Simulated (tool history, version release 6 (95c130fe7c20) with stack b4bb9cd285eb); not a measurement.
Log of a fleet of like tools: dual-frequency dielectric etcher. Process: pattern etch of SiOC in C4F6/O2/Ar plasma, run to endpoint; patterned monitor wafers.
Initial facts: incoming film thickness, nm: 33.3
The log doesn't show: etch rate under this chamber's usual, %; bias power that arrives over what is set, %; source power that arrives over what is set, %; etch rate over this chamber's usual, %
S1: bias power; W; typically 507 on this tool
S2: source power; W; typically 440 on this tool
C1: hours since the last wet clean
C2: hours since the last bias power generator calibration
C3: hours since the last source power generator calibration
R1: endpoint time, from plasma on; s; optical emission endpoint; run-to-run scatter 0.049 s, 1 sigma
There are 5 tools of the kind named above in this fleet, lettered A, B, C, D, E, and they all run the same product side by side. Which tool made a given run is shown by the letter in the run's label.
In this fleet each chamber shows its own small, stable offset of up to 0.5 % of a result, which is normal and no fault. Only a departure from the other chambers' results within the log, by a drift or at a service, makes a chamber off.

{"run": "1E", "hour": 9.1, "S1": 507, "S2": 440, "C1": 315.6, "C2": 186, "C3": 1626, "R1": 10.812}
{"run": "2B", "hour": 14.4, "S1": 507, "S2": 440, "C1": 592.7, "C2": 2104.3, "C3": 221.5, "R1": 10.734}
{"run": "3C", "hour": 22.0, "S1": 507, "S2": 440, "C1": 405, "C2": 2441.5, "C3": 3561, "R1": 10.68}
{"hour": 30.1, "done": "chamber D: source power generator calibrated"}
{"run": "4D", "hour": 31.3, "S1": 507, "S2": 440, "C1": 92.7, "C2": 3916.3, "C3": 1.2, "R1": 10.805}
{"run": "5A", "hour": 39.2, "S1": 507, "S2": 440, "C1": 390.6, "C2": 1744, "C3": 2423.4, "R1": 10.852}
{"run": "6A", "hour": 47.6, "S1": 507, "S2": 440, "C1": 399, "C2": 1752.4, "C3": 2431.8, "R1": 10.756}
{"run": "7C", "hour": 54.7, "S1": 507, "S2": 440, "C1": 437.7, "C2": 2474.2, "C3": 3593.7, "R1": 10.665}
{"run": "8B", "hour": 61.1, "S1": 507, "S2": 440, "C1": 639.4, "C2": 2151, "C3": 268.2, "R1": 10.734}
{"run": "9E", "hour": 70.0, "S1": 507, "S2": 440, "C1": 376.5, "C2": 246.9, "C3": 1686.9, "R1": 10.709}
{"run": "10D", "hour": 79.1, "S1": 507, "S2": 440, "C1": 140.5, "C2": 3964.1, "C3": 49, "R1": 10.798}
{"hour": 82.0, "done": "chamber A: source power generator calibrated"}
{"run": "11E", "hour": 90.0, "S1": 507, "S2": 440, "C1": 396.5, "C2": 266.9, "C3": 1706.9, "R1": 10.696}
{"run": "12B", "hour": 101.5, "S1": 507, "S2": 440, "C1": 679.8, "C2": 2191.4, "C3": 308.6, "R1": 10.723}
{"run": "13A", "hour": 110.1, "S1": 546, "S2": 480, "C1": 461.5, "C2": 1814.9, "C3": 28.1, "R1": 10.249}
{"run": "14D", "hour": 115.6, "S1": 546, "S2": 480, "C1": 177, "C2": 4000.6, "C3": 85.5, "R1": 10.253}
{"run": "15C", "hour": 122.8, "S1": 546, "S2": 480, "C1": 505.8, "C2": 2542.3, "C3": 3661.8, "R1": 10.126}
{"run": "16E", "hour": 130.2, "S1": 546, "S2": 480, "C1": 436.7, "C2": 307.1, "C3": 1747.1, "R1": 10.089}
{"run": "17A", "hour": 135.8, "S1": 546, "S2": 480, "C1": 487.2, "C2": 1840.6, "C3": 53.8, "R1": 10.252}
{"run": "18C", "hour": 142.7, "S1": 507, "S2": 440, "C1": 525.7, "C2": 2562.2, "C3": 3681.7, "R1": 10.694}
{"hour": 144.6, "done": "chamber B: wet clean of the chamber"}
{"run": "19D", "hour": 151.9, "S1": 507, "S2": 440, "C1": 213.3, "C2": 4036.9, "C3": 121.8, "R1": 10.812}
{"run": "20B", "hour": 162.8, "S1": 507, "S2": 440, "C1": 18.3, "C2": 2252.7, "C3": 369.9, "R1": 10.702}
{"run": "21B", "hour": 168.2, "S1": 507, "S2": 440, "C1": 23.7, "C2": 2258.1, "C3": 375.3, "R1": 10.673}
{"hour": 168.8, "done": "chamber A: wet clean of the chamber"}
{"run": "22A", "hour": 177.2, "S1": 507, "S2": 440, "C1": 8.4, "C2": 1882, "C3": 95.2, "R1": 10.743}
{"run": "23E", "hour": 184.8, "S1": 507, "S2": 440, "C1": 491.3, "C2": 361.7, "C3": 1801.7, "R1": 10.741}
{"run": "24D", "hour": 195.8, "S1": 507, "S2": 440, "C1": 257.2, "C2": 4080.8, "C3": 165.7, "R1": 10.845}
{"hour": 201.4, "done": "chamber D: bias power generator calibrated"}
{"run": "25C", "hour": 207.5, "S1": 507, "S2": 340, "C1": 590.5, "C2": 2627, "C3": 3746.5, "R1": 11.651}
{"run": "26D", "hour": 216.5, "S1": 507, "S2": 340, "C1": 277.9, "C2": 15.2, "C3": 186.4, "R1": 11.908}
{"run": "27E", "hour": 222.5, "S1": 507, "S2": 340, "C1": 529, "C2": 399.4, "C3": 1839.4, "R1": 11.883}
{"run": "28A", "hour": 227.9, "S1": 507, "S2": 340, "C1": 59.1, "C2": 1932.7, "C3": 145.9, "R1": 11.896}
{"run": "29C", "hour": 238.7, "S1": 507, "S2": 340, "C1": 621.7, "C2": 2658.2, "C3": 3777.7, "R1": 11.559}
{"hour": 239.0, "done": "chamber E: wet clean of the chamber"}
{"run": "30B", "hour": 246.9, "S1": 616, "S2": 350, "C1": 102.4, "C2": 2336.8, "C3": 454, "R1": 10.724}
{"run": "31B", "hour": 257.5, "S1": 616, "S2": 350, "C1": 113, "C2": 2347.4, "C3": 464.6, "R1": 10.713}
{"run": "32D", "hour": 263.9, "S1": 616, "S2": 350, "C1": 325.3, "C2": 62.6, "C3": 233.8, "R1": 10.936}
{"run": "33C", "hour": 270.5, "S1": 616, "S2": 350, "C1": 653.5, "C2": 2690, "C3": 3809.5, "R1": 10.411}
{"run": "34E", "hour": 280.3, "S1": 616, "S2": 350, "C1": 41.4, "C2": 457.2, "C3": 1897.2, "R1": 10.943}
{"run": "35A", "hour": 286.7, "S1": 507, "S2": 440, "C1": 117.9, "C2": 1991.5, "C3": 204.7, "R1": 10.737}
{"run": "36E", "hour": 297.9, "S1": 507, "S2": 440, "C1": 59, "C2": 474.8, "C3": 1914.8, "R1": 10.749}
{"run": "37D", "hour": 307.4, "S1": 507, "S2": 440, "C1": 368.8, "C2": 106.1, "C3": 277.3, "R1": 10.891}
{"run": "38A", "hour": 318.6, "S1": 507, "S2": 440, "C1": 149.8, "C2": 2023.4, "C3": 236.6, "R1": 10.762}
{"run": "39C", "hour": 329.1, "S1": 507, "S2": 440, "C1": 712.1, "C2": 2748.6, "C3": 3868.1, "R1": 10.277}
{"run": "40B", "hour": 339.8, "S1": 507, "S2": 440, "C1": 195.3, "C2": 2429.7, "C3": 546.9, "R1": 10.753}
{"run": "41D", "hour": 345.1, "S1": 507, "S2": 440, "C1": 406.5, "C2": 143.8, "C3": 315, "R1": 10.725}
{"run": "42C", "hour": 355.3, "S1": 507, "S2": 440, "C1": 738.3, "C2": 2774.8, "C3": 3894.3, "R1": 10.272}

Is one chamber out of step, is the gauge drifting, or do the chambers differ by no more than their own small offsets? For an off chamber, give its letter and the likeliest cause.

It is chamber C that slowly wanders off from its peers.
What lies behind it: etch rate over this chamber's usual, % = 4.61.

Below are 4 candidate recipes for chamber C's next run, each the usual settings with a change, their results shown as question marks. Which of them brings C's results back in line with what the other chambers give on the usual settings?
A result is in line if it is within this distance of the other chambers' mean on the usual settings: R1 0.17 s
{"run": "43C-1", "hour": 363.7, "S1": 507, "S2": 340, "R1": "?"}
{"run": "43C-2", "hour": 363.7, "S1": 471, "S2": 410, "R1": "?"}
{"run": "43C-3", "hour": 363.7, "S1": 576, "S2": 500, "R1": "?"}
{"run": "43C-4", "hour": 363.7, "S1": 543, "S2": 470, "R1": "?"}

Mean of the other chambers on the usual settings: R1 10.767 s
run=43C-1 R1=11.244
run=43C-2 R1=10.785
run=43C-3 R1=9.2836
run=43C-4 R1=9.7146
Change 43C-2 lands the chamber within the allowed miss of the other chambers.
